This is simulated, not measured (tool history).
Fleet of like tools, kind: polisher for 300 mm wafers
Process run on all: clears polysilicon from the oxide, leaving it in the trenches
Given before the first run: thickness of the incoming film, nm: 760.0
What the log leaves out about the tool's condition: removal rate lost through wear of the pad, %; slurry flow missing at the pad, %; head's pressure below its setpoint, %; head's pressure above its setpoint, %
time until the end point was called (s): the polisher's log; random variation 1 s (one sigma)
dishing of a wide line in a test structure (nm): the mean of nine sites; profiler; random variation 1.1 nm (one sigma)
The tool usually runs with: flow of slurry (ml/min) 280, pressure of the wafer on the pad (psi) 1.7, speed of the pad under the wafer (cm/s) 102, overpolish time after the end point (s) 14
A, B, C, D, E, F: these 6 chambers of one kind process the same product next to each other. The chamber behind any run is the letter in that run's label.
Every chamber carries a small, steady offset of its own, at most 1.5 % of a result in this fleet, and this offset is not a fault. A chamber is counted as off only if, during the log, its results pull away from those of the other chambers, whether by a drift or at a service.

run,hour,flow of slurry (ml/min),pressure of the wafer on the pad (psi),speed of the pad under the wafer (cm/s),overpolish time after the end point (s),wafers polished on this pad,hours since the slurry nozzle was cleaned,hours since the head pressure was calibrated,time until the end point was called (s),dishing of a wide line in a test structure (nm)
# hour 4.3: chamber A: worn pad replaced by a new one
1D,5.8,280,1.7,102,14,1261,243.7,141.5,91.310,53.724
# hour 10.6: chamber F: worn pad replaced by a new one
2E,11.9,280,1.7,102,14,262,163.2,55.5,91.110,56.578
3C,20.4,280,1.7,102,14,962,238.3,163.7,91.563,55.970
# hour 26.4: chamber D: worn pad replaced by a new one
4B,26.7,280,1.7,102,14,373,36.7,226.2,92.227,57.866
5A,39.4,310,1.7,102,12,422,133.0,173.9,91.308,51.144
# hour 49.4: chamber C: worn pad replaced by a new one
6F,50.3,310,1.7,102,12,477,331.2,197.1,91.866,53.883
7E,59.6,310,1.7,102,12,835,210.9,103.2,90.219,52.722
# hour 69.1: chamber B: worn pad replaced by a new one
8F,71.7,310,1.7,102,12,734,352.6,218.5,91.996,53.399
9B,80.1,310,1.7,102,12,132,90.1,279.6,91.233,54.450
# hour 86.9: chamber F: worn pad replaced by a new one
10C,87.8,310,1.7,102,12,462,305.7,231.1,88.759,51.230
# hour 92.1: chamber A: worn pad replaced by a new one
11A,98.8,280,1.7,102,14,81,192.4,233.3,91.088,57.561
12D,109.6,280,1.7,102,14,1000,347.5,245.3,88.811,56.550
# hour 112.8: chamber E: worn pad replaced by a new one
13D,118.5,280,1.7,102,14,1107,356.4,254.2,91.812,54.944
14C,124.7,280,1.7,102,14,905,342.6,268.0,90.492,55.003
15F,134.4,280,1.7,102,14,571,415.3,281.2,91.175,55.070
16A,147.1,280,1.7,102,14,661,240.7,281.6,90.715,57.556
# hour 148.6: chamber C: head pressure recalibrated
# hour 149.7: chamber B: worn pad replaced by a new one
17B,154.9,280,1.7,102,14,63,164.9,354.4,92.214,55.133
# hour 159.7: chamber B: head pressure recalibrated
# hour 162.2: chamber D: worn pad replaced by a new one
18E,163.5,280,1.7,102,14,610,314.8,207.1,90.370,55.813
# hour 163.8: chamber F: worn pad replaced by a new one
19F,173.3,280,1.7,102,14,114,454.2,320.1,92.578,57.217
# hour 174.0: chamber A: worn pad replaced by a new one
20C,180.0,280,1.7,102,14,1570,397.9,31.5,91.108,55.347
# hour 183.5: chamber C: worn pad replaced by a new one
21E,187.0,235,1.7,102,14,892,338.3,230.6,93.632,57.103
22A,192.7,235,1.7,102,14,224,286.3,327.2,91.123,56.388
23B,202.7,235,1.7,102,14,637,212.7,43.0,102.460,53.252
24D,209.0,235,1.7,102,14,563,446.9,344.7,93.963,57.416
25A,220.1,235,1.7,102,14,554,313.7,354.6,94.170,55.407
# hour 224.8: chamber B: worn pad replaced by a new one
# hour 226.4: chamber F: worn pad replaced by a new one
26F,229.6,235,1.7,102,14,39,510.5,376.4,94.726,55.667
# hour 236.7: chamber E: worn pad replaced by a new one
27B,236.9,210,1.7,116,14,145,246.9,77.2,90.484,56.884
28E,248.7,210,1.7,116,14,144,400.0,292.3,83.312,57.225
29C,255.8,210,1.7,116,14,869,473.7,107.3,83.341,57.862
# hour 261.1: chamber A: worn pad replaced by a new one
30D,263.4,210,1.7,116,14,1216,501.3,399.1,83.727,58.547
31A,270.6,210,1.7,116,14,115,364.2,405.1,83.854,57.658
# hour 273.3: chamber D: worn pad replaced by a new one
32F,279.7,210,1.7,116,14,641,560.6,426.5,83.346,60.213
33D,289.5,280,1.7,102,21,195,527.4,425.2,91.359,63.676
# hour 290.6: chamber B: worn pad replaced by a new one
# hour 292.9: chamber C: worn pad replaced by a new one
# hour 296.4: chamber E: slurry nozzle cleaned
34E,298.7,280,1.7,102,21,745,2.3,342.3,92.166,65.551
# hour 301.7: chamber E: head pressure recalibrated
35C,310.2,280,1.7,102,21,207,528.1,161.7,91.374,61.750
36B,323.1,280,1.7,102,21,391,333.1,163.4,100.990,64.265
# hour 331.8: chamber D: head pressure recalibrated
37E,333.7,280,1.7,102,21,1166,37.3,32.1,91.337,62.676
# hour 340.5: chamber A: worn pad replaced by a new one
38B,341.7,280,1.7,102,21,614,351.7,182.0,100.750,62.363
39C,349.3,280,1.7,102,14,677,567.2,200.8,90.340,55.576
40A,359.2,280,1.7,102,14,225,452.8,493.7,89.585,56.104
41D,365.6,280,1.7,102,14,1109,603.5,33.9,92.400,55.945

Has any chamber moved away from the others, gradually or after a service, or does the common gauge drift, or do the chambers differ only by their own small steady offsets? State the chamber and the most likely cause if one applies.

A service left chamber B off against the others.
Likeliest cause: head's pressure below its setpoint, % = 8.53.

Here are 4 candidates for chamber B's next run, each the usual settings with a change, their results left as question marks. Which one brings its results back in line with what the others give on the usual settings?
Counts as in line when no further than this from what the other chambers average on the usual settings: time until the end point was called (s) 3.600; dishing of a wide line in a test structure (nm) 3.900
42B-1,374.9,280,1.7,104,14,,,,?,?
42B-2,374.9,280,1.6,98,14,,,,?,?
42B-3,374.9,280,1.8,106,14,,,,?,?
42B-4,374.9,280,1.7,100,14,,,,?,?

The mean the other chambers reach with the usual settings: time until the end point was called (s) 91.826; dishing of a wide line in a test structure (nm) 56.250
run,time until the end point was called (s),dishing of a wide line in a test structure (nm)
42B-1,98.320,55.264
42B-2,110.670,52.446
42B-3,91.205,56.965
42B-4,102.200,54.359
The answer is 42B-3, which returns the chamber to within the allowed miss of the others.
